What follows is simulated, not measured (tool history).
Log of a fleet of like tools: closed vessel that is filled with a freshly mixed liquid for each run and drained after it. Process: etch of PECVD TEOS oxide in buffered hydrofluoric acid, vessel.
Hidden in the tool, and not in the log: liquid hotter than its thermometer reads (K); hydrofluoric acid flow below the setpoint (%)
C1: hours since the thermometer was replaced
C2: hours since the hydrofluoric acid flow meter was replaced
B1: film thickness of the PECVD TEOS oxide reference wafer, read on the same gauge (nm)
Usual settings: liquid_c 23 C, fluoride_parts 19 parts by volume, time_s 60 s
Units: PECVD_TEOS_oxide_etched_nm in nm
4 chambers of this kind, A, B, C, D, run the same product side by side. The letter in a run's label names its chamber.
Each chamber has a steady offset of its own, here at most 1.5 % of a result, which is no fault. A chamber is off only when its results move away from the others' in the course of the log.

{"run": "1D", "day": 0.246, "liquid_c": 23, "fluoride_parts": 19, "time_s": 60, "C1": 745, "C2": 40.5, "B1": 39.999, "PECVD_TEOS_oxide_etched_nm": 58.027}
{"run": "2C", "day": 0.625, "liquid_c": 23, "fluoride_parts": 19, "time_s": 60, "C1": 1638, "C2": 570.1, "B1": 39.991, "PECVD_TEOS_oxide_etched_nm": 57.243}
{"run": "3A", "day": 0.917, "liquid_c": 23, "fluoride_parts": 19, "time_s": 60, "C1": 385.2, "C2": 369, "B1": 40.002, "PECVD_TEOS_oxide_etched_nm": 57.741}
{"run": "4B", "day": 1.317, "liquid_c": 23, "fluoride_parts": 19, "time_s": 60, "C1": 784.3, "C2": 545.5, "B1": 39.991, "PECVD_TEOS_oxide_etched_nm": 58.545}
{"run": "5D", "day": 1.75, "liquid_c": 23, "fluoride_parts": 19, "time_s": 60, "C1": 781.1, "C2": 76.6, "B1": 40.015, "PECVD_TEOS_oxide_etched_nm": 58.573}
{"run": "6B", "day": 1.988, "liquid_c": 23, "fluoride_parts": 19, "time_s": 60, "C1": 800.4, "C2": 561.6, "B1": 40, "PECVD_TEOS_oxide_etched_nm": 58.684}
{"day": 2.308, "done": "chamber D: thermometer replaced"}
{"run": "7C", "day": 2.417, "liquid_c": 23, "fluoride_parts": 19, "time_s": 60, "C1": 1681, "C2": 613.1, "B1": 40.006, "PECVD_TEOS_oxide_etched_nm": 56.784}
{"run": "8A", "day": 2.875, "liquid_c": 23, "fluoride_parts": 19, "time_s": 60, "C1": 432.2, "C2": 416, "B1": 40.014, "PECVD_TEOS_oxide_etched_nm": 57.846}
{"run": "9C", "day": 3.271, "liquid_c": 23, "fluoride_parts": 19, "time_s": 60, "C1": 1701.5, "C2": 633.6, "B1": 40.004, "PECVD_TEOS_oxide_etched_nm": 56.723}
{"run": "10D", "day": 3.662, "liquid_c": 23, "fluoride_parts": 19, "time_s": 60, "C1": 32.6, "C2": 122.5, "B1": 39.998, "PECVD_TEOS_oxide_etched_nm": 57.785}
{"run": "11B", "day": 3.875, "liquid_c": 23, "fluoride_parts": 19, "time_s": 60, "C1": 845.7, "C2": 606.9, "B1": 39.986, "PECVD_TEOS_oxide_etched_nm": 58.039}
{"run": "12A", "day": 4.204, "liquid_c": 23, "fluoride_parts": 19, "time_s": 80, "C1": 464.1, "C2": 447.9, "B1": 39.994, "PECVD_TEOS_oxide_etched_nm": 76.571}
{"run": "13B", "day": 4.575, "liquid_c": 23, "fluoride_parts": 19, "time_s": 80, "C1": 862.5, "C2": 623.7, "B1": 39.991, "PECVD_TEOS_oxide_etched_nm": 76.755}
{"run": "14D", "day": 4.979, "liquid_c": 23, "fluoride_parts": 19, "time_s": 80, "C1": 64.2, "C2": 154.1, "B1": 40.005, "PECVD_TEOS_oxide_etched_nm": 77.141}
{"run": "15A", "day": 5.288, "liquid_c": 23, "fluoride_parts": 19, "time_s": 80, "C1": 490.1, "C2": 473.9, "B1": 39.995, "PECVD_TEOS_oxide_etched_nm": 77.325}
{"run": "16C", "day": 5.617, "liquid_c": 23, "fluoride_parts": 19, "time_s": 60, "C1": 1757.8, "C2": 689.9, "B1": 40.003, "PECVD_TEOS_oxide_etched_nm": 57.291}
{"run": "17A", "day": 5.9, "liquid_c": 19, "fluoride_parts": 19, "time_s": 85, "C1": 504.8, "C2": 488.6, "B1": 40.002, "PECVD_TEOS_oxide_etched_nm": 65.782}
{"run": "18B", "day": 6.254, "liquid_c": 19, "fluoride_parts": 19, "time_s": 85, "C1": 902.8, "C2": 664, "B1": 39.997, "PECVD_TEOS_oxide_etched_nm": 63.176}
{"day": 6.304, "done": "chamber A: hydrofluoric acid flow meter replaced"}
{"run": "19D", "day": 6.554, "liquid_c": 19, "fluoride_parts": 19, "time_s": 85, "C1": 102, "C2": 191.9, "B1": 39.996, "PECVD_TEOS_oxide_etched_nm": 66.84}
{"run": "20C", "day": 6.838, "liquid_c": 19, "fluoride_parts": 19, "time_s": 85, "C1": 1787.1, "C2": 719.2, "B1": 39.99, "PECVD_TEOS_oxide_etched_nm": 64.364}
{"run": "21B", "day": 7.1, "liquid_c": 23, "fluoride_parts": 19, "time_s": 60, "C1": 923.1, "C2": 684.3, "B1": 39.991, "PECVD_TEOS_oxide_etched_nm": 56.111}
{"run": "22C", "day": 7.512, "liquid_c": 23, "fluoride_parts": 19, "time_s": 60, "C1": 1803.3, "C2": 735.4, "B1": 40.008, "PECVD_TEOS_oxide_etched_nm": 57.165}
{"run": "23A", "day": 7.733, "liquid_c": 23, "fluoride_parts": 19, "time_s": 60, "C1": 548.8, "C2": 34.4, "B1": 40, "PECVD_TEOS_oxide_etched_nm": 58.3}
{"run": "24D", "day": 8.167, "liquid_c": 23, "fluoride_parts": 19, "time_s": 60, "C1": 140.7, "C2": 230.6, "B1": 40.019, "PECVD_TEOS_oxide_etched_nm": 58.189}
{"run": "25A", "day": 8.617, "liquid_c": 23, "fluoride_parts": 19, "time_s": 60, "C1": 570, "C2": 55.6, "B1": 40.005, "PECVD_TEOS_oxide_etched_nm": 57.727}
{"run": "26B", "day": 8.817, "liquid_c": 23, "fluoride_parts": 19, "time_s": 60, "C1": 964.3, "C2": 725.5, "B1": 40.012, "PECVD_TEOS_oxide_etched_nm": 55.108}
{"run": "27D", "day": 9.096, "liquid_c": 23, "fluoride_parts": 19, "time_s": 60, "C1": 163, "C2": 252.9, "B1": 40, "PECVD_TEOS_oxide_etched_nm": 58.748}
{"run": "28C", "day": 9.367, "liquid_c": 23, "fluoride_parts": 19, "time_s": 60, "C1": 1847.8, "C2": 779.9, "B1": 39.998, "PECVD_TEOS_oxide_etched_nm": 56.404}
{"run": "29C", "day": 9.583, "liquid_c": 23, "fluoride_parts": 19, "time_s": 60, "C1": 1853, "C2": 785.1, "B1": 40.001, "PECVD_TEOS_oxide_etched_nm": 57.209}
{"run": "30D", "day": 9.975, "liquid_c": 23, "fluoride_parts": 19, "time_s": 60, "C1": 184.1, "C2": 274, "B1": 40.003, "PECVD_TEOS_oxide_etched_nm": 58.044}

Is one chamber off against the others, does the gauge drift, or is nothing wrong? If a chamber is off, say which, and what the likeliest cause is.

Chamber B drifts away from the others.
Cause: hydrofluoric acid flow below the setpoint (%) = 7.67.
The log may not tell that from: liquid colder than its thermometer reads (K).

Here are 4 candidates for chamber B's next run, each the usual settings with a change, their results left as question marks. Which one brings its results back in line with what the others give on the usual settings?
In line means no further than this from the other chambers' mean on the usual settings: PECVD_TEOS_oxide_etched_nm 1.3 nm
{"run": "31B-1", "day": 10.312, "liquid_c": 23, "fluoride_parts": 19.5, "time_s": 60, "PECVD_TEOS_oxide_etched_nm": "?"}
{"run": "31B-2", "day": 10.312, "liquid_c": 23, "fluoride_parts": 18.5, "time_s": 60, "PECVD_TEOS_oxide_etched_nm": "?"}
{"run": "31B-3", "day": 10.312, "liquid_c": 22, "fluoride_parts": 19, "time_s": 60, "PECVD_TEOS_oxide_etched_nm": "?"}
{"run": "31B-4", "day": 10.312, "liquid_c": 24, "fluoride_parts": 19, "time_s": 60, "PECVD_TEOS_oxide_etched_nm": "?"}

The other chambers' mean on the usual settings: PECVD_TEOS_oxide_etched_nm 57.798 nm
run=31B-1 PECVD_TEOS_oxide_etched_nm=53.372
run=31B-2 PECVD_TEOS_oxide_etched_nm=55.311
run=31B-3 PECVD_TEOS_oxide_etched_nm=51.372
run=31B-4 PECVD_TEOS_oxide_etched_nm=57.421
31B-4 brings the chamber back in line.

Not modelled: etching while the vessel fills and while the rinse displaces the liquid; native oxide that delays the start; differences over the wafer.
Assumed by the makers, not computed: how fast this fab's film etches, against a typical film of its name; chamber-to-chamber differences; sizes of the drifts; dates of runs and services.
